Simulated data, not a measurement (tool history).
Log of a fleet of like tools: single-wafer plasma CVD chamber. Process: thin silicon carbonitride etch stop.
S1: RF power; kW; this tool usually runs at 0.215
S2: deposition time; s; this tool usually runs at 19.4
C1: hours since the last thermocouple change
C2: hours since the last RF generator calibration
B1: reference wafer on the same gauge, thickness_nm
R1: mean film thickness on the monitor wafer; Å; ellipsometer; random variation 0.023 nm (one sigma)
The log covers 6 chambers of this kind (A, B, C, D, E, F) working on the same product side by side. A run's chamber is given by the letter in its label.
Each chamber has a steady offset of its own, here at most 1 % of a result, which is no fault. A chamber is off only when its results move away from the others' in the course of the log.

run   hour     S1    S2      C1      C2      B1      R1
 1A    4.6  0.215  19.4  1277.3  1288.8  10.896  112.91
 2C     11  0.215  19.4   614.6    1575    10.9  112.11
 3D   15.6  0.215  19.4  1738.6   913.2  10.902  111.75
 4E   20.7  0.215  19.4   871.5  1549.2  10.898  113.74
 5B   23.8  0.215  19.4  1139.2  1170.4  10.904     113
 6F   29.8  0.215  19.4  1570.1     640  10.904  112.34
 7A   35.3  0.215  19.4    1308  1319.5  10.896  113.14
 8C     39  0.215  19.4   642.6    1603  10.902  112.12
 9B   44.2  0.215  19.4  1159.6  1190.8  10.902  112.91
10E   49.8  0.215  19.4   900.6  1578.3    10.9  113.85
11D   56.1  0.215  19.4  1779.1   953.7  10.902  111.88
12F   60.5  0.215  19.4  1600.8   670.7    10.9  112.27
13B   65.4  0.215  19.4  1180.8    1212  10.895  113.23
14F   70.3  0.215  19.4  1610.6   680.5  10.907  111.97
15D   76.9  0.215  20.9  1799.9   974.5  10.903  120.19
16A   80.9  0.215  20.9  1353.6  1365.1  10.903  122.19
17C   85.1  0.215  20.9   688.7  1649.1  10.905  120.73
18E   88.4  0.215  20.9   939.2  1616.9  10.903  122.69
19E   92.1  0.215  20.9   942.9  1620.6  10.898  122.38
      95.6  -- chamber B: RF generator calibrated
20D   98.7  0.215  20.9  1821.7   996.3  10.904  120.63
21B  104.6  0.215  19.4    1220     9.1  10.901  113.25
22F    110  0.215  19.4  1650.3   720.2  10.903  112.12
23A  115.5  0.215  19.4  1388.2  1399.7  10.902  112.91
24C  121.4  0.215  19.4     725  1685.4  10.901  112.37
25E  127.1  0.215  19.4   977.9  1655.6    10.9  113.81
26D  131.1  0.215  19.4  1854.1  1028.7  10.901  111.77
27F  137.6  0.215  19.4  1677.9   747.8  10.895  113.11
28C  141.1  0.215  19.4   744.7  1705.1  10.902  112.39
29B  147.7  0.215  19.4  1263.1    52.2    10.9  113.04
30A  152.3  0.215  19.4    1425  1436.5  10.904  113.53
31F  155.5  0.215  19.4  1695.8   765.7  10.908  112.44
32B  159.2  0.215  19.4  1274.6    63.7    10.9  113.21
33D  165.1  0.215  19.4  1888.1  1062.7  10.899   112.3
34E  170.8  0.215  19.4  1021.6  1699.3  10.901  113.33
35A  176.5  0.215  17.4  1449.2  1460.7  10.898  101.02
36C  181.4  0.215  17.4     785  1745.4  10.899  100.92
37A  187.9  0.215  17.4  1460.6  1472.1  10.903  101.41
38C    191  0.215  17.4   794.6    1755  10.898  100.56
39D  196.8  0.215  17.4  1919.8  1094.4  10.903  100.71

Next, all 6 chambers run the settings below, one line each with question marks for the results. What does each chamber give?
40A  201.6  0.215  19.4               ?
40B  201.6  0.215  19.4               ?
40C  201.6  0.215  19.4               ?
40D  201.6  0.215  19.4               ?
40E  201.6  0.215  19.4               ?
40F  201.6  0.215  19.4               ?

run      R1
40A  113.04
40B  113.16
40C  112.69
40D  111.79
40E  114.22
40F  112.53

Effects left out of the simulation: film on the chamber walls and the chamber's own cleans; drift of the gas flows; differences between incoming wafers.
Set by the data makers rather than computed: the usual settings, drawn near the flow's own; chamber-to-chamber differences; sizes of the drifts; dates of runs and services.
